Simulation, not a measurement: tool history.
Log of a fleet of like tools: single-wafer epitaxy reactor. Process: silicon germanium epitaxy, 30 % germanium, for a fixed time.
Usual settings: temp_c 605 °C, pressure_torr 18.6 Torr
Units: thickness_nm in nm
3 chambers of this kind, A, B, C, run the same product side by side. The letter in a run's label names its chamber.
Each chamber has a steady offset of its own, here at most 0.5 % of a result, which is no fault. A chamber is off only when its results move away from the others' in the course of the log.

run,hour,temp_c,pressure_torr,hours since the last pyrometer calibration,hours since the last manometer calibration,"read-back reference wafer on the same gauge, thickness_nm",thickness_nm
1A,6.5,605,18.6,2660.6,52.7,61.871,62.999
2C,14.6,605,18.6,1251.1,785.7,61.866,62.673
3B,21.7,605,18.6,1237.7,897.8,61.899,62.665
4A,31.8,605,18.6,2685.9,78,61.86,62.992
5B,42.5,605,18.6,1258.5,918.6,61.914,63.034
6C,49.8,605,18.6,1286.3,820.9,61.887,62.5
7A,61.7,605,18.6,2715.8,107.9,61.861,63.029
8C,67.1,605,18.6,1303.6,838.2,61.91,62.678
9B,77.7,591,18.6,1293.7,953.8,61.905,48.629
10C,86.4,591,18.6,1322.9,857.5,61.896,48.621
11B,93.4,591,18.6,1309.4,969.5,61.876,48.635
12A,101.2,605,18.6,2755.3,147.4,61.903,63.175
13A,108.5,605,18.6,2762.6,154.7,61.937,63.017
14C,116.8,605,18.6,1353.3,887.9,61.935,62.413
15B,123.2,605,18.6,1339.2,999.3,61.909,62.709
# hour 130.9: chamber B: capacitance manometer re-zeroed and calibrated
16A,134.3,600,20.4,2788.4,180.5,61.897,59.9
17B,145.6,600,20.4,1361.6,14.8,61.929,59.13
# hour 146.7: chamber A: pyrometer calibrated
18C,157.2,600,20.4,1393.7,928.3,61.892,59.299
19C,168.5,605,18.6,1405,939.6,61.919,62.322
20B,179.6,605,18.6,1395.6,48.8,61.944,62.693
21A,185.9,605,18.6,39.3,232.1,61.872,63.257
22B,195.8,605,18.6,1411.8,65,61.87,62.837
23A,201.9,605,18.6,55.3,248.1,61.907,62.739
24C,211.1,605,18.6,1447.6,982.2,61.911,62.621
25C,220.9,591,18.6,1457.4,992,61.878,48.492
26B,229.7,591,18.6,1445.7,98.9,61.894,48.533
27A,240.4,591,18.6,93.8,286.6,61.896,48.647
# hour 244.3: chamber C: pyrometer calibrated
28A,250.1,605,18.6,103.5,296.3,61.938,62.669
29B,262.6,605,18.6,1478.6,131.8,61.898,62.931
30C,272.4,605,18.6,28.1,1043.5,61.897,63.809
31C,280.7,605,18.6,36.4,1051.8,61.921,63.955
32B,292.2,605,18.6,1508.2,161.4,61.886,62.687
33A,299,605,18.6,152.4,345.2,61.925,63.071
34B,306.2,605,18.6,1522.2,175.4,61.897,62.757
35A,313,605,18.6,166.4,359.2,61.894,62.699
36C,325.2,605,21.9,80.9,1096.3,61.875,68.178
37B,337.7,605,21.9,1553.7,206.9,61.916,66.82
38A,349.7,605,21.9,203.1,395.9,61.882,67.196
39C,357.4,605,18.6,113.1,1128.5,61.87,64.144
40B,366.6,605,18.6,1582.6,235.8,61.854,62.46
41C,379.1,605,18.6,134.8,1150.2,61.869,64.045
42A,389,605,18.6,242.4,435.2,61.922,63.218
43C,399.9,611,22.3,155.6,1171,61.923,76.421
44B,406.8,611,22.3,1622.8,276,61.924,74.826

Next, every chamber runs the same settings. What will each give?
45A,415.8,605,18.6,,,,?
45B,415.8,605,18.6,,,,?
45C,415.8,605,18.6,,,,?

run,thickness_nm
45A,62.873
45B,62.466
45C,63.989

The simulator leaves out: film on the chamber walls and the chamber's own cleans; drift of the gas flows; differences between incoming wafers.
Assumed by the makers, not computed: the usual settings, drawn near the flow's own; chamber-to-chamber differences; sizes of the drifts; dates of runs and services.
